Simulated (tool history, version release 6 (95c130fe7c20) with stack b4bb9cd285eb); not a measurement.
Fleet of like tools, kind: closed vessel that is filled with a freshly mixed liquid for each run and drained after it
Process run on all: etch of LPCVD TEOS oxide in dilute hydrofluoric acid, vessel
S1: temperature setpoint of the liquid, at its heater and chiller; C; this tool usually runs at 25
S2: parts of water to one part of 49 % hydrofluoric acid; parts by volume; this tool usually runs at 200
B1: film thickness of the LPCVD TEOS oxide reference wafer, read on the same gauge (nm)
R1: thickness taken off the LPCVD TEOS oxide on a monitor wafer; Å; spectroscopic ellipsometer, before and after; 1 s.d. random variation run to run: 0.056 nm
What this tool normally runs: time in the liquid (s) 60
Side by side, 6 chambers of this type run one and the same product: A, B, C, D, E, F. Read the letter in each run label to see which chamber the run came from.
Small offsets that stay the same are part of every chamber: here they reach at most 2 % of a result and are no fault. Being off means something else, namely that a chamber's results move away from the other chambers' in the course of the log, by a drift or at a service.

run 1F hour=7.9 | S1=25 S2=200 time_in_the_liquid_(s)=60 | B1=149.99 | R1=87.307
run 2A hour=14.5 | S1=25 S2=200 time_in_the_liquid_(s)=60 | B1=150.05 | R1=88.47
run 3E hour=21.9 | S1=25 S2=200 time_in_the_liquid_(s)=60 | B1=150.01 | R1=87.172
run 4B hour=26.4 | S1=25 S2=200 time_in_the_liquid_(s)=60 | B1=149.99 | R1=86.431
run 5C hour=31.6 | S1=25 S2=200 time_in_the_liquid_(s)=60 | B1=149.98 | R1=88.376
run 6D hour=38.6 | S1=25 S2=200 time_in_the_liquid_(s)=60 | B1=149.96 | R1=88.542
run 7C hour=45.4 | S1=25 S2=200 time_in_the_liquid_(s)=60 | B1=150.01 | R1=88.849
run 8D hour=50 | S1=25 S2=125 time_in_the_liquid_(s)=60 | B1=150.02 | R1=153.37
run 9A hour=57.8 | S1=25 S2=125 time_in_the_liquid_(s)=60 | B1=150.04 | R1=152.05
run 10E hour=62.9 | S1=25 S2=125 time_in_the_liquid_(s)=60 | B1=150.05 | R1=151.04
run 11F hour=67.2 | S1=25 S2=125 time_in_the_liquid_(s)=60 | B1=150.02 | R1=150.89
run 12B hour=72.6 | S1=25 S2=125 time_in_the_liquid_(s)=60 | B1=149.98 | R1=152.06
run 13B hour=78.5 | S1=25 S2=125 time_in_the_liquid_(s)=60 | B1=149.95 | R1=153.35
run 14F hour=85.1 | S1=25 S2=200 time_in_the_liquid_(s)=60 | B1=149.97 | R1=86.069
run 15C hour=90.4 | S1=25 S2=200 time_in_the_liquid_(s)=60 | B1=149.97 | R1=86.211
run 16A hour=94.4 | S1=25 S2=200 time_in_the_liquid_(s)=60 | B1=150.02 | R1=86.983
run 17E hour=99.7 | S1=25 S2=200 time_in_the_liquid_(s)=60 | B1=150.06 | R1=86.767
run 18D hour=106.2 | S1=25 S2=200 time_in_the_liquid_(s)=60 | B1=150 | R1=87.684
run 19F hour=110.3 | S1=25 S2=200 time_in_the_liquid_(s)=60 | B1=149.96 | R1=86.902
run 20C hour=116.7 | S1=25 S2=200 time_in_the_liquid_(s)=60 | B1=150 | R1=85.272
run 21E hour=124.2 | S1=25 S2=200 time_in_the_liquid_(s)=60 | B1=150.04 | R1=86.179
-- hour=127.6 chamber F: thermometer replaced
run 22A hour=131.4 | S1=25 S2=200 time_in_the_liquid_(s)=60 | B1=150.03 | R1=88.269
run 23D hour=136.2 | S1=25 S2=200 time_in_the_liquid_(s)=60 | B1=149.96 | R1=88.382
run 24B hour=144.1 | S1=25 S2=200 time_in_the_liquid_(s)=60 | B1=150.03 | R1=86.405
run 25F hour=151.8 | S1=25 S2=200 time_in_the_liquid_(s)=60 | B1=150 | R1=86.332
run 26D hour=158.4 | S1=25 S2=200 time_in_the_liquid_(s)=60 | B1=149.98 | R1=87.381
run 27B hour=164.7 | S1=25 S2=200 time_in_the_liquid_(s)=60 | B1=149.99 | R1=85.513
run 28C hour=170.2 | S1=25 S2=245 time_in_the_liquid_(s)=60 | B1=150.04 | R1=65.902
run 29E hour=178.3 | S1=25 S2=245 time_in_the_liquid_(s)=60 | B1=150.04 | R1=67.368
run 30A hour=186.5 | S1=25 S2=245 time_in_the_liquid_(s)=60 | B1=150.03 | R1=67.949
run 31F hour=192.4 | S1=25 S2=245 time_in_the_liquid_(s)=60 | B1=150.02 | R1=67.499
run 32E hour=200.6 | S1=25 S2=245 time_in_the_liquid_(s)=60 | B1=149.95 | R1=67.571
run 33B hour=206.2 | S1=25 S2=245 time_in_the_liquid_(s)=60 | B1=149.98 | R1=66.386
run 34D hour=211.6 | S1=25 S2=200 time_in_the_liquid_(s)=60 | B1=150.01 | R1=86.749
run 35A hour=218.1 | S1=25 S2=200 time_in_the_liquid_(s)=60 | B1=150.03 | R1=87.562
run 36C hour=224.7 | S1=25 S2=200 time_in_the_liquid_(s)=60 | B1=149.99 | R1=83.112
run 37E hour=230.9 | S1=25 S2=200 time_in_the_liquid_(s)=60 | B1=150.03 | R1=86.603
run 38A hour=237.7 | S1=25 S2=200 time_in_the_liquid_(s)=60 | B1=149.98 | R1=88.964
run 39C hour=244.2 | S1=25 S2=200 time_in_the_liquid_(s)=60 | B1=150 | R1=81.861
run 40F hour=250.2 | S1=25 S2=200 time_in_the_liquid_(s)=60 | B1=150 | R1=87.493
-- hour=253.9 chamber E: thermometer replaced
run 41B hour=258.4 | S1=25 S2=200 time_in_the_liquid_(s)=60 | B1=150.03 | R1=85.618
run 42D hour=264.2 | S1=25 S2=200 time_in_the_liquid_(s)=60 | B1=150.03 | R1=88.543
run 43B hour=271 | S1=25 S2=200 time_in_the_liquid_(s)=60 | B1=150.01 | R1=85.959
run 44E hour=274.8 | S1=25 S2=200 time_in_the_liquid_(s)=60 | B1=149.98 | R1=87.319

Has any chamber moved away from the others, gradually or after a service, or does the common gauge drift, or do the chambers differ only by their own small steady offsets? State the chamber and the most likely cause if one applies.

One chamber, C, drifts off from the rest bit by bit.
Most likely cause: liquid colder than its thermometer reads (K) = 2.28.
Not necessarily distinguishable in this log from: hydrofluoric acid flow below the setpoint (%).

Which of the 4 candidates below, each the usual settings with something changed and its results left as question marks, puts chamber C back in line with what the other chambers give on the usual settings?
In line here means within this much of the mean the other chambers give on the usual settings: R1 2 Å
run 45C-1 hour=280.7 | S1=25 S2=200 time_in_the_liquid_(s)=65 | R1=?
run 45C-2 hour=280.7 | S1=23 S2=200 time_in_the_liquid_(s)=60 | R1=?
run 45C-3 hour=280.7 | S1=25 S2=195 time_in_the_liquid_(s)=60 | R1=?
run 45C-4 hour=280.7 | S1=25 S2=205 time_in_the_liquid_(s)=60 | R1=?

Mean of the other chambers on the usual settings: R1 87.027 Å
run=45C-1 R1=88.154
run=45C-2 R1=75.405
run=45C-3 R1=83.889
run=45C-4 R1=78.978
It is 45C-1 that realigns the chamber with its peers.

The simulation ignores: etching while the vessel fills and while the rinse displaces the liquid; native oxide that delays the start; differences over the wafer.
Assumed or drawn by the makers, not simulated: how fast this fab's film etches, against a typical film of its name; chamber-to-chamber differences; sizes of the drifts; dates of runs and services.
